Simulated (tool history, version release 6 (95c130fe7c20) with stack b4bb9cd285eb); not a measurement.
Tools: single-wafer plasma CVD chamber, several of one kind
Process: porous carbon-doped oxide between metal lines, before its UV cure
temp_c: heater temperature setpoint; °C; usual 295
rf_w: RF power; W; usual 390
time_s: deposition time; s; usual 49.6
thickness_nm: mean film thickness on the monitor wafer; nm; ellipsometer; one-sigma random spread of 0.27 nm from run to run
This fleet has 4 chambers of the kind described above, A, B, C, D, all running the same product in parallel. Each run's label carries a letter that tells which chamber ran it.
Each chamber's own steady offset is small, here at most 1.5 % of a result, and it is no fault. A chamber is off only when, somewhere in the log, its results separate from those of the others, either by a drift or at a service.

run,day,temp_c,rf_w,time_s,hours since the last thermocouple change,hours since the last RF generator calibration,"read-back reference wafer on the same gauge, thickness_nm",thickness_nm
1A,0.125,295,390,49.6,1384.4,162.0,204.93,228.29
2C,0.333,295,390,49.6,905.9,1675.5,204.92,226.85
3D,0.550,295,390,49.6,802.0,605.0,204.91,227.04
4B,0.792,295,390,49.6,1675.2,998.9,204.82,223.48
5A,0.958,295,390,49.6,1404.4,182.0,204.79,227.79
6D,1.092,295,390,49.6,815.0,618.0,204.74,226.39
7B,1.329,295,390,49.6,1688.1,1011.8,204.72,223.95
8C,1.479,295,390,49.6,933.4,1703.0,204.68,226.40
9A,1.662,295,390,49.6,1421.3,198.9,204.64,228.07
10D,1.792,295,390,49.6,831.8,634.8,204.63,226.55
11B,2.033,295,390,49.6,1705.0,1028.7,204.59,223.61
12C,2.225,295,390,49.6,951.3,1720.9,204.58,226.24
13D,2.417,295,390,49.6,846.8,649.8,204.57,225.85
14B,2.550,295,390,49.6,1717.4,1041.1,204.54,223.39
# day 2.646: chamber C: RF generator calibrated
15A,2.696,295,390,49.6,1446.1,223.7,204.42,227.34
16C,2.925,295,390,49.6,968.1,6.8,204.43,225.96
17A,3.092,295,390,49.6,1455.6,233.2,204.44,227.03
18C,3.217,295,390,49.6,975.1,13.8,204.34,226.25
19D,3.417,295,390,49.6,870.8,673.8,204.29,226.29
20B,3.662,295,390,49.6,1744.1,1067.8,204.34,223.87
21D,3.817,295,390,49.6,880.4,683.4,204.23,226.22
22C,4.046,295,390,49.6,995.0,33.7,204.19,226.22
23B,4.196,295,390,49.6,1756.9,1080.6,204.19,223.06
24A,4.362,295,390,49.6,1486.1,263.7,204.27,226.96
25C,4.575,295,390,49.6,1007.7,46.4,204.13,226.04
26D,4.700,295,390,49.6,901.6,704.6,204.14,225.85
27B,4.917,308,390,49.6,1774.2,1097.9,204.08,206.98
28A,5.117,308,390,49.6,1504.2,281.8,203.98,211.30

Decide between three cases: one chamber stands off from its peers, the gauge reading all wafers drifts, or nothing is wrong past each chamber's small offset. Where a chamber is off, say which and what most likely put it there.

Every chamber seems to shift together because the gauge that measures them all drifts; the chambers themselves are fine.
Likeliest cause: gauge reads low (%) = 0.495.

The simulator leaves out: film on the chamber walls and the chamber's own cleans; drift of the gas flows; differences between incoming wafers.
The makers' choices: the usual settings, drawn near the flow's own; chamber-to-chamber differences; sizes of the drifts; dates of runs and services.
